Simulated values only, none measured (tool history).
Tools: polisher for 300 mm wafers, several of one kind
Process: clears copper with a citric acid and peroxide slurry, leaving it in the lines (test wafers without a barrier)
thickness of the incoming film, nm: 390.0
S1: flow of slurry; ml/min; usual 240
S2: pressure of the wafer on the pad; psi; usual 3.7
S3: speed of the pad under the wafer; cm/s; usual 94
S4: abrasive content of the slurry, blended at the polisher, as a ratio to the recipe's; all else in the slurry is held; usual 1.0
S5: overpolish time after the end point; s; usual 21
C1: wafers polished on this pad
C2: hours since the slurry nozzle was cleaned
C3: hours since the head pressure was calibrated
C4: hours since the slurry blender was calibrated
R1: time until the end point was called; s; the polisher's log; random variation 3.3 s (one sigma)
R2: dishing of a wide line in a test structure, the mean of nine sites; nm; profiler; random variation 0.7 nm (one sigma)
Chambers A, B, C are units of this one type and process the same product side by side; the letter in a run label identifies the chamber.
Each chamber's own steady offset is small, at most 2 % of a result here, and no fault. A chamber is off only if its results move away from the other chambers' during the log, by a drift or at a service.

| run | hour | S1 | S2 | S3 | S4 | S5 | C1 | C2 | C3 | C4 | R1 | R2 |
|---|---|---|---|---|---|---|---|---|---|---|---|---|
| 1B | 9.3 | 240 | 3.7 | 94 | 1.0 | 21 | 268 | 273.3 | 263.8 | 349.5 | 174.99 | 33.360 |
| 2A | 19.5 | 240 | 3.7 | 94 | 1.0 | 21 | 919 | 245.2 | 357.7 | 418.1 | 179.01 | 31.414 |
| 3C | 29.0 | 240 | 3.7 | 94 | 1.0 | 21 | 426 | 80.3 | 691.1 | 91.3 | 185.21 | 31.989 |
|  | 30.4 | chamber A: slurry blender recalibrated |
| 4C | 36.3 | 240 | 3.7 | 94 | 1.0 | 21 | 465 | 87.6 | 698.4 | 98.6 | 190.51 | 32.580 |
| 5A | 45.3 | 240 | 3.7 | 94 | 1.0 | 21 | 1058 | 271.0 | 383.5 | 14.9 | 185.99 | 32.001 |
| 6B | 52.9 | 240 | 3.7 | 94 | 1.0 | 21 | 503 | 316.9 | 307.4 | 393.1 | 187.06 | 32.375 |
| 7C | 61.1 | 240 | 3.7 | 94 | 1.0 | 21 | 599 | 112.4 | 723.2 | 123.4 | 190.42 | 33.476 |
|  | 67.2 | chamber B: slurry blender recalibrated |
| 8A | 71.5 | 240 | 4.2 | 94 | 1.0 | 21 | 1199 | 297.2 | 409.7 | 41.1 | 165.90 | 36.403 |
| 9B | 82.5 | 240 | 4.2 | 94 | 1.0 | 21 | 662 | 346.5 | 337.0 | 15.4 | 156.91 | 36.899 |
| 10A | 92.9 | 240 | 4.2 | 94 | 1.0 | 21 | 1314 | 318.6 | 431.1 | 62.5 | 163.24 | 36.338 |
|  | 96.4 | chamber C: slurry blender recalibrated |
| 11C | 98.5 | 240 | 3.7 | 94 | 1.0 | 21 | 800 | 149.8 | 760.6 | 2.2 | 188.00 | 32.165 |
| 12B | 107.9 | 240 | 3.7 | 94 | 1.0 | 21 | 799 | 371.9 | 362.4 | 40.8 | 182.92 | 32.439 |
| 13C | 117.6 | 240 | 3.7 | 94 | 1.0 | 21 | 903 | 168.9 | 779.7 | 21.3 | 189.29 | 33.057 |
|  | 122.9 | chamber C: worn pad replaced by a new one |
| 14B | 126.3 | 170 | 3.7 | 94 | 1.0 | 21 | 898 | 390.3 | 380.8 | 59.2 | 189.62 | 31.542 |
| 15A | 137.5 | 170 | 3.7 | 94 | 1.0 | 21 | 1554 | 363.2 | 475.7 | 107.1 | 196.05 | 30.906 |
| 16C | 147.9 | 170 | 3.7 | 94 | 1.0 | 21 | 134 | 199.2 | 810.0 | 51.6 | 194.53 | 30.407 |
| 17B | 153.7 | 240 | 3.7 | 94 | 1.0 | 21 | 1045 | 417.7 | 408.2 | 86.6 | 181.68 | 32.216 |
|  | 160.0 | chamber A: worn pad replaced by a new one |
| 18A | 165.4 | 240 | 3.7 | 94 | 1.0 | 21 | 29 | 391.1 | 503.6 | 135.0 | 179.60 | 32.628 |
|  | 165.6 | chamber C: head pressure recalibrated |
| 19B | 171.4 | 240 | 3.7 | 94 | 1.0 | 21 | 1141 | 435.4 | 425.9 | 104.3 | 183.60 | 33.609 |
| 20C | 179.5 | 300 | 3.7 | 94 | 1.0 | 16 | 305 | 230.8 | 14.0 | 83.2 | 184.53 | 26.128 |
| 21A | 188.8 | 300 | 3.7 | 94 | 1.0 | 16 | 155 | 414.5 | 527.0 | 158.4 | 184.32 | 26.780 |
| 22B | 200.8 | 300 | 3.7 | 94 | 1.0 | 16 | 1299 | 464.8 | 455.3 | 133.7 | 172.68 | 25.887 |
|  | 207.2 | chamber B: worn pad replaced by a new one |
| 23A | 211.7 | 240 | 3.7 | 94 | 1.0 | 21 | 278 | 437.4 | 549.9 | 181.3 | 179.34 | 32.257 |
| 24C | 220.0 | 240 | 3.7 | 94 | 1.0 | 21 | 522 | 271.3 | 54.5 | 123.7 | 188.02 | 31.817 |
| 25C | 230.8 | 240 | 3.7 | 94 | 1.0 | 21 | 581 | 282.1 | 65.3 | 134.5 | 185.87 | 32.383 |
| 26A | 239.3 | 240 | 3.7 | 94 | 1.0 | 21 | 426 | 465.0 | 577.5 | 208.9 | 183.85 | 32.127 |
| 27B | 245.4 | 240 | 3.7 | 94 | 1.0 | 21 | 205 | 509.4 | 499.9 | 178.3 | 183.43 | 32.060 |
|  | 246.2 | chamber C: slurry blender recalibrated |
| 28C | 251.9 | 240 | 3.7 | 94 | 1.0 | 21 | 694 | 303.2 | 86.4 | 5.8 | 184.22 | 32.849 |
|  | 254.4 | chamber B: slurry nozzle cleaned |
| 29B | 261.1 | 240 | 3.7 | 94 | 1.0 | 21 | 290 | 6.7 | 515.6 | 194.0 | 180.59 | 32.681 |
| 30A | 270.1 | 240 | 3.7 | 94 | 1.0 | 21 | 592 | 495.8 | 608.3 | 239.7 | 184.23 | 32.930 |
|  | 275.4 | chamber C: worn pad replaced by a new one |
|  | 278.6 | chamber A: slurry nozzle cleaned |
| 31B | 279.2 | 240 | 3.7 | 94 | 1.0 | 21 | 387 | 24.8 | 533.7 | 212.1 | 181.10 | 32.855 |
| 32A | 284.8 | 240 | 3.7 | 94 | 1.0 | 21 | 671 | 6.3 | 623.0 | 254.4 | 186.35 | 33.780 |
| 33C | 296.3 | 240 | 3.7 | 94 | 1.0 | 21 | 112 | 347.6 | 130.8 | 50.2 | 181.90 | 32.869 |
| 34A | 303.6 | 240 | 3.7 | 94 | 1.0 | 21 | 772 | 25.1 | 641.8 | 273.2 | 179.01 | 31.266 |
| 35B | 309.5 | 240 | 3.7 | 94 | 1.0 | 21 | 550 | 55.1 | 564.0 | 242.4 | 185.83 | 31.747 |

Decide between three cases: one chamber stands off from its peers, the gauge reading all wafers drifts, or nothing is wrong past each chamber's small offset. Where a chamber is off, say which and what most likely put it there.

No chamber is off and the gauge is stable; the differences are just each chamber's small, constant offset.
